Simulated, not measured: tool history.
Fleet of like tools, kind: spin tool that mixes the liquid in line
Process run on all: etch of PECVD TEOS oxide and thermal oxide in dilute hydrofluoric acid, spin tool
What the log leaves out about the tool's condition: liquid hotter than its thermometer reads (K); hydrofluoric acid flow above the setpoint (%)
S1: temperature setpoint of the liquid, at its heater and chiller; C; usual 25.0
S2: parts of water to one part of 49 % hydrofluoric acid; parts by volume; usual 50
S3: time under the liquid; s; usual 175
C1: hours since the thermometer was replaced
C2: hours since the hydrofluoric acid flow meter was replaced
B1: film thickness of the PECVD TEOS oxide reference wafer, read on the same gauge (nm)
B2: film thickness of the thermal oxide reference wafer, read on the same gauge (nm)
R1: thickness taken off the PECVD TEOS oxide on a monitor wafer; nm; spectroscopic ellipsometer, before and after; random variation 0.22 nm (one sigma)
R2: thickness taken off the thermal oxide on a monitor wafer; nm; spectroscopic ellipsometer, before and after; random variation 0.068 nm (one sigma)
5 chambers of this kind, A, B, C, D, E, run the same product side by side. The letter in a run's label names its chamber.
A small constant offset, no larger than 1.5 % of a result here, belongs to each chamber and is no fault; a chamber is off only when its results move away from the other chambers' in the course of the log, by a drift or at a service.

{"run": "1E", "day": 0.183, "S1": 25.0, "S2": 50, "S3": 175, "C1": 307.4, "C2": 1146.4, "B1": 110.03, "B2": 149.99, "R1": 43.505, "R2": 18.958}
{"run": "2A", "day": 0.35, "S1": 25.0, "S2": 50, "S3": 175, "C1": 688.7, "C2": 278.6, "B1": 110.0, "B2": 150.03, "R1": 44.183, "R2": 18.831}
{"run": "3D", "day": 0.483, "S1": 25.0, "S2": 50, "S3": 175, "C1": 1148.8, "C2": 710.1, "B1": 110.01, "B2": 150.03, "R1": 44.206, "R2": 19.021}
{"run": "4C", "day": 0.671, "S1": 25.0, "S2": 50, "S3": 175, "C1": 880.8, "C2": 108.8, "B1": 109.98, "B2": 150.0, "R1": 43.542, "R2": 18.894}
{"run": "5B", "day": 0.854, "S1": 25.0, "S2": 50, "S3": 175, "C1": 499.3, "C2": 304.8, "B1": 110.02, "B2": 150.01, "R1": 43.535, "R2": 18.978}
{"run": "6A", "day": 1.1, "S1": 25.0, "S2": 50, "S3": 175, "C1": 706.7, "C2": 296.6, "B1": 110.03, "B2": 150.02, "R1": 44.426, "R2": 18.796}
{"run": "7D", "day": 1.292, "S1": 25.0, "S2": 50, "S3": 175, "C1": 1168.2, "C2": 729.5, "B1": 109.99, "B2": 149.99, "R1": 44.011, "R2": 19.065}
{"run": "8B", "day": 1.433, "S1": 25.0, "S2": 50, "S3": 175, "C1": 513.2, "C2": 318.7, "B1": 110.01, "B2": 150.03, "R1": 43.134, "R2": 18.983}
{"run": "9C", "day": 1.704, "S1": 25.0, "S2": 50, "S3": 175, "C1": 905.6, "C2": 133.6, "B1": 110.03, "B2": 149.97, "R1": 43.893, "R2": 18.941}
{"run": "10E", "day": 1.971, "S1": 25.0, "S2": 50, "S3": 175, "C1": 350.3, "C2": 1189.3, "B1": 110.02, "B2": 150.01, "R1": 43.363, "R2": 18.845}
{"run": "11A", "day": 2.246, "S1": 25.0, "S2": 50, "S3": 175, "C1": 734.2, "C2": 324.1, "B1": 110.0, "B2": 149.99, "R1": 44.287, "R2": 18.952}
{"day": 2.433, "done": "chamber E: hydrofluoric acid flow meter replaced"}
{"run": "12E", "day": 2.542, "S1": 25.0, "S2": 50, "S3": 175, "C1": 364.0, "C2": 2.7, "B1": 109.98, "B2": 150.01, "R1": 43.391, "R2": 18.906}
{"run": "13B", "day": 2.725, "S1": 25.0, "S2": 50, "S3": 175, "C1": 544.2, "C2": 349.7, "B1": 109.98, "B2": 150.0, "R1": 44.014, "R2": 18.92}
{"run": "14C", "day": 2.979, "S1": 28.5, "S2": 65, "S3": 175, "C1": 936.2, "C2": 164.2, "B1": 109.99, "B2": 149.99, "R1": 38.155, "R2": 16.395}
{"run": "15D", "day": 3.262, "S1": 28.5, "S2": 65, "S3": 175, "C1": 1215.5, "C2": 776.8, "B1": 109.98, "B2": 149.98, "R1": 37.714, "R2": 16.489}
{"run": "16E", "day": 3.467, "S1": 28.5, "S2": 65, "S3": 175, "C1": 386.2, "C2": 24.9, "B1": 110.01, "B2": 150.0, "R1": 37.883, "R2": 16.481}
{"run": "17D", "day": 3.675, "S1": 28.5, "S2": 65, "S3": 175, "C1": 1225.4, "C2": 786.7, "B1": 110.0, "B2": 149.98, "R1": 37.991, "R2": 16.364}
{"run": "18C", "day": 3.908, "S1": 28.5, "S2": 65, "S3": 175, "C1": 958.5, "C2": 186.5, "B1": 109.98, "B2": 150.0, "R1": 38.092, "R2": 16.427}
{"run": "19A", "day": 4.133, "S1": 25.0, "S2": 50, "S3": 175, "C1": 779.5, "C2": 369.4, "B1": 109.99, "B2": 149.99, "R1": 44.033, "R2": 19.021}
{"run": "20B", "day": 4.267, "S1": 25.0, "S2": 50, "S3": 175, "C1": 581.2, "C2": 386.7, "B1": 110.0, "B2": 149.99, "R1": 43.301, "R2": 18.929}
{"run": "21A", "day": 4.404, "S1": 25.0, "S2": 50, "S3": 175, "C1": 786.0, "C2": 375.9, "B1": 110.02, "B2": 150.01, "R1": 44.916, "R2": 18.864}
{"run": "22E", "day": 4.688, "S1": 21.0, "S2": 50, "S3": 135, "C1": 415.5, "C2": 54.2, "B1": 110.0, "B2": 149.98, "R1": 28.503, "R2": 12.399}
{"run": "23C", "day": 4.95, "S1": 21.0, "S2": 50, "S3": 135, "C1": 983.5, "C2": 211.5, "B1": 109.98, "B2": 149.99, "R1": 28.944, "R2": 12.382}
{"run": "24B", "day": 5.258, "S1": 21.0, "S2": 50, "S3": 135, "C1": 605.0, "C2": 410.5, "B1": 109.99, "B2": 150.01, "R1": 28.351, "R2": 12.385}
{"day": 5.383, "done": "chamber A: hydrofluoric acid flow meter replaced"}
{"run": "25D", "day": 5.5, "S1": 21.0, "S2": 50, "S3": 135, "C1": 1269.2, "C2": 830.5, "B1": 110.03, "B2": 149.98, "R1": 28.857, "R2": 12.487}
{"run": "26D", "day": 5.638, "S1": 21.0, "S2": 50, "S3": 135, "C1": 1272.5, "C2": 833.8, "B1": 110.05, "B2": 150.01, "R1": 28.74, "R2": 12.442}
{"run": "27C", "day": 5.879, "S1": 28.5, "S2": 45, "S3": 175, "C1": 1005.8, "C2": 233.8, "B1": 110.0, "B2": 150.0, "R1": 55.925, "R2": 24.468}
{"run": "28B", "day": 6.071, "S1": 28.5, "S2": 45, "S3": 175, "C1": 624.5, "C2": 430.0, "B1": 109.99, "B2": 150.0, "R1": 56.322, "R2": 24.486}
{"run": "29A", "day": 6.242, "S1": 28.5, "S2": 45, "S3": 175, "C1": 830.1, "C2": 20.7, "B1": 110.0, "B2": 150.02, "R1": 56.643, "R2": 24.224}
{"run": "30E", "day": 6.375, "S1": 28.5, "S2": 45, "S3": 175, "C1": 456.0, "C2": 94.7, "B1": 110.02, "B2": 150.01, "R1": 55.945, "R2": 24.474}
{"run": "31E", "day": 6.612, "S1": 28.5, "S2": 45, "S3": 175, "C1": 461.7, "C2": 100.4, "B1": 110.01, "B2": 150.01, "R1": 55.797, "R2": 24.523}
{"run": "32B", "day": 6.854, "S1": 25.0, "S2": 50, "S3": 175, "C1": 643.3, "C2": 448.8, "B1": 109.97, "B2": 150.0, "R1": 43.322, "R2": 19.026}
{"run": "33C", "day": 7.075, "S1": 29.0, "S2": 70, "S3": 175, "C1": 1034.5, "C2": 262.5, "B1": 109.95, "B2": 150.02, "R1": 35.911, "R2": 15.461}
{"day": 7.212, "done": "chamber C: thermometer replaced"}
{"run": "34D", "day": 7.25, "S1": 29.0, "S2": 70, "S3": 175, "C1": 1311.2, "C2": 872.5, "B1": 109.97, "B2": 150.0, "R1": 35.696, "R2": 15.394}
{"run": "35A", "day": 7.483, "S1": 29.0, "S2": 70, "S3": 175, "C1": 859.9, "C2": 50.5, "B1": 109.99, "B2": 150.0, "R1": 35.932, "R2": 15.272}
{"run": "36D", "day": 7.621, "S1": 29.0, "S2": 70, "S3": 175, "C1": 1320.1, "C2": 881.4, "B1": 109.98, "B2": 150.0, "R1": 35.483, "R2": 15.343}
{"run": "37A", "day": 7.904, "S1": 29.0, "S2": 70, "S3": 175, "C1": 870.0, "C2": 60.6, "B1": 109.97, "B2": 150.0, "R1": 35.855, "R2": 15.282}
{"run": "38C", "day": 8.083, "S1": 25.0, "S2": 50, "S3": 175, "C1": 21.0, "C2": 286.7, "B1": 109.97, "B2": 150.01, "R1": 43.486, "R2": 18.984}
{"run": "39B", "day": 8.371, "S1": 25.0, "S2": 50, "S3": 175, "C1": 679.7, "C2": 485.2, "B1": 110.03, "B2": 149.98, "R1": 43.674, "R2": 18.949}
{"run": "40E", "day": 8.667, "S1": 25.0, "S2": 50, "S3": 175, "C1": 511.0, "C2": 149.7, "B1": 110.0, "B2": 149.98, "R1": 43.519, "R2": 19.011}
{"run": "41A", "day": 8.867, "S1": 25.0, "S2": 50, "S3": 175, "C1": 893.1, "C2": 83.7, "B1": 109.99, "B2": 150.02, "R1": 44.22, "R2": 18.846}
{"run": "42E", "day": 9.117, "S1": 21.0, "S2": 50, "S3": 175, "C1": 521.8, "C2": 160.5, "B1": 109.99, "B2": 150.0, "R1": 36.689, "R2": 16.013}
{"run": "43C", "day": 9.312, "S1": 21.0, "S2": 50, "S3": 175, "C1": 50.5, "C2": 316.2, "B1": 109.99, "B2": 150.02, "R1": 36.842, "R2": 15.965}
{"run": "44D", "day": 9.488, "S1": 21.0, "S2": 50, "S3": 175, "C1": 1364.9, "C2": 926.2, "B1": 110.03, "B2": 149.98, "R1": 37.252, "R2": 16.266}

Next, all 5 chambers run the settings below, one line each with question marks for the results. What does each chamber give?
{"run": "45A", "day": 9.708, "S1": 25.0, "S2": 50, "S3": 95, "R1": "?", "R2": "?"}
{"run": "45B", "day": 9.708, "S1": 25.0, "S2": 50, "S3": 95, "R1": "?", "R2": "?"}
{"run": "45C", "day": 9.708, "S1": 25.0, "S2": 50, "S3": 95, "R1": "?", "R2": "?"}
{"run": "45D", "day": 9.708, "S1": 25.0, "S2": 50, "S3": 95, "R1": "?", "R2": "?"}
{"run": "45E", "day": 9.708, "S1": 25.0, "S2": 50, "S3": 95, "R1": "?", "R2": "?"}

run=45A R1=24.197 R2=10.230
run=45B R1=23.652 R2=10.259
run=45C R1=23.816 R2=10.313
run=45D R1=23.706 R2=10.381
run=45E R1=23.687 R2=10.326
